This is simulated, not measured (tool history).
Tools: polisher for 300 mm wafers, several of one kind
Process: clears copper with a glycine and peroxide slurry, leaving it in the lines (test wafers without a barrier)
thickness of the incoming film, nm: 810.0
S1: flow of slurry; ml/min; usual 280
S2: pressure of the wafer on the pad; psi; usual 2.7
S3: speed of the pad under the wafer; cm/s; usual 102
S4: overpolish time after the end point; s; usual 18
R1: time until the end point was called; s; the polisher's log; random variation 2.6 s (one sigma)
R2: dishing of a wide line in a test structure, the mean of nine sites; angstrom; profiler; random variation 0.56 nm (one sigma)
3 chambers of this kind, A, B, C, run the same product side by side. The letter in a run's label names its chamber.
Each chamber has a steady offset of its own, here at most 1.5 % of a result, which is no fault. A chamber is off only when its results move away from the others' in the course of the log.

run   hour   S1   S2   S3  S4      R1      R2
 1A    9.0  280  2.7  102  18  127.88  312.05
 2C   14.8  280  2.7  102  18  136.60  299.13
 3B   21.8  280  2.7  102  18  130.90  308.91
 4C   32.5  280  2.7  102  18  129.44  300.55
 5A   45.2  280  2.7  102  18  132.45  316.37
 6B   51.7  340  3.5  102  18  106.70  328.77
 7A   60.0  340  3.5  102  18  103.63  327.21
 8B   72.3  340  3.5  102  18  104.78  321.87
      81.3  -- chamber B: worn pad replaced by a new one
 9C   84.4  280  2.7  102  22  128.90  321.74
10C   96.1  280  2.7  102  22  135.03  318.47
11A  108.1  280  2.7  102  22  129.27  329.00
12B  118.5  280  2.7   74  10  170.39  234.48
13C  126.4  280  2.7   74  10  167.42  230.64
14A  137.8  280  2.7   74  10  165.22  227.08
15B  144.1  280  2.7  102  18  130.81  322.20
16C  150.7  280  2.7  102  18  134.73  302.34
     154.8  -- chamber C: worn pad replaced by a new one
17A  158.0  280  2.7  102  18  124.01  309.05
     164.4  -- chamber C: head pressure recalibrated
18B  167.1  280  2.7  102  18  126.06  316.51
19C  175.8  280  2.7  102  18  130.30  314.35
     178.0  -- chamber A: worn pad replaced by a new one
     178.3  -- chamber B: worn pad replaced by a new one
20A  183.5  280  2.7  102  18  132.94  309.65
     185.0  -- chamber C: slurry nozzle cleaned
21B  192.6  280  2.7  102  18  132.07  324.44
     196.1  -- chamber A: slurry nozzle cleaned
22C  200.9  280  2.7  102  18  134.11  313.88
23A  207.0  280  2.7  102  18  129.76  314.88
24B  216.9  280  2.4  102  10  145.28  246.54
25C  227.2  280  2.4  102  10  140.79  238.49
26A  235.9  280  2.4  102  10  144.90  243.09
27B  247.7  280  2.7  102  18  128.45  318.94
28B  253.7  280  2.7  102  18  133.05  314.18
29C  263.0  280  2.7  102  13  128.64  282.27
     270.4  -- chamber A: head pressure recalibrated
30A  275.3  280  2.7  102  13  126.97  285.18
31A  281.5  280  2.7  102  13  131.00  281.41
32C  292.8  280  2.7  102  18  132.38  312.04
     294.0  -- chamber B: worn pad replaced by a new one
33B  303.1  280  2.7  102  18  133.91  313.77
34C  314.2  280  2.7  102  18  127.23  304.53
35A  324.6  280  2.7  128  18  106.14  309.34
36B  333.8  280  2.7  128  18  106.59  319.62
37A  346.4  280  2.7  128  18  109.67  311.25

Next, every chamber runs the same settings. What will each give?
38A  355.7  280  2.7  102  14   ?   ?
38B  355.7  280  2.7  102  14   ?   ?
38C  355.7  280  2.7  102  14   ?   ?

run      R1      R2
38A  131.63  297.51
38B  129.01  287.91
38C  130.90  283.16
